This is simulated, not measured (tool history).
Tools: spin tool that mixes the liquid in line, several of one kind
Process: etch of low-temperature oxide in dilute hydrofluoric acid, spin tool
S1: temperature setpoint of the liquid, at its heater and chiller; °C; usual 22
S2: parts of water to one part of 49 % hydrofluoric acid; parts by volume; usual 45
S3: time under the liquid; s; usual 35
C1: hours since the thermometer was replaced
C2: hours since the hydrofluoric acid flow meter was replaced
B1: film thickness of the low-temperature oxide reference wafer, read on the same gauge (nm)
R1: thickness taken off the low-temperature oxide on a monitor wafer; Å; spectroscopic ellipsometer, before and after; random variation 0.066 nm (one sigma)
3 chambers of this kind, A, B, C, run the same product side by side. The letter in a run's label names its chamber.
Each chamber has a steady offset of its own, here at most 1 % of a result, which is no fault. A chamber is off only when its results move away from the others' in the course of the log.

| run | day | S1 | S2 | S3 | C1 | C2 | B1 | R1 |
|---|---|---|---|---|---|---|---|---|
| 1B | 0.362 | 22 | 45 | 35 | 12.1 | 920 | 59.994 | 92.705 |
| 2C | 0.725 | 22 | 45 | 35 | 924.1 | 1233.7 | 59.973 | 92.299 |
| 3A | 1.096 | 22 | 45 | 35 | 717.2 | 773.7 | 59.976 | 92.025 |
| 4A | 1.379 | 22 | 45 | 35 | 724 | 780.5 | 60.034 | 92.444 |
|  | 1.592 | chamber A: hydrofluoric acid flow meter replaced |
| 5C | 1.658 | 22 | 45 | 35 | 946.5 | 1256.1 | 60.036 | 91.442 |
| 6B | 1.879 | 22 | 45 | 35 | 48.5 | 956.4 | 60.015 | 92.196 |
| 7B | 2.175 | 22 | 45 | 35 | 55.6 | 963.5 | 60.012 | 91.805 |
| 8A | 2.371 | 22 | 45 | 35 | 747.8 | 18.8 | 60.018 | 92.324 |
| 9C | 2.733 | 22 | 45 | 35 | 972.3 | 1281.9 | 59.972 | 92.067 |
| 10C | 3 | 22 | 45 | 35 | 978.7 | 1288.3 | 59.991 | 92.265 |
| 11B | 3.246 | 22 | 45 | 35 | 81.3 | 989.2 | 60.027 | 91.373 |
| 12A | 3.671 | 22 | 45 | 35 | 779 | 50 | 59.993 | 91.923 |
| 13B | 3.988 | 19.5 | 45 | 55 | 99.1 | 1007 | 59.973 | 129.53 |
| 14A | 4.192 | 19.5 | 45 | 55 | 791.5 | 62.5 | 60.031 | 131.88 |
| 15C | 4.4 | 19.5 | 45 | 55 | 1012.3 | 1321.9 | 60.004 | 129.17 |
| 16C | 4.833 | 22 | 45 | 35 | 1022.7 | 1332.3 | 59.953 | 91.384 |
| 17A | 5.204 | 22 | 45 | 35 | 815.8 | 86.8 | 60.004 | 93.051 |
| 18B | 5.4 | 22 | 45 | 35 | 133 | 1040.9 | 59.991 | 91.829 |
| 19A | 5.838 | 17.5 | 45 | 15 | 831 | 102 | 59.99 | 32.789 |
| 20B | 6.112 | 17.5 | 45 | 15 | 150.1 | 1058 | 60.026 | 32.603 |
| 21C | 6.558 | 17.5 | 45 | 15 | 1064.1 | 1373.7 | 59.993 | 32.56 |
| 22B | 6.842 | 22 | 45 | 35 | 167.6 | 1075.5 | 60.03 | 91.873 |
| 23A | 7.042 | 22 | 45 | 35 | 859.9 | 130.9 | 59.974 | 93.014 |
| 24C | 7.421 | 22 | 45 | 35 | 1084.8 | 1394.4 | 59.994 | 91.669 |
| 25A | 7.633 | 22 | 45 | 35 | 874.1 | 145.1 | 60.021 | 92.652 |

All 3 chambers run these settings next. Forecast each chamber's results:
| 26A | 7.954 | 22 | 45 | 55 |  |  |  | ? |
| 26B | 7.954 | 22 | 45 | 55 |  |  |  | ? |
| 26C | 7.954 | 22 | 45 | 55 |  |  |  | ? |

| run | R1 |
|---|---|
| 26A | 145.36 |
| 26B | 144.75 |
| 26C | 144.92 |
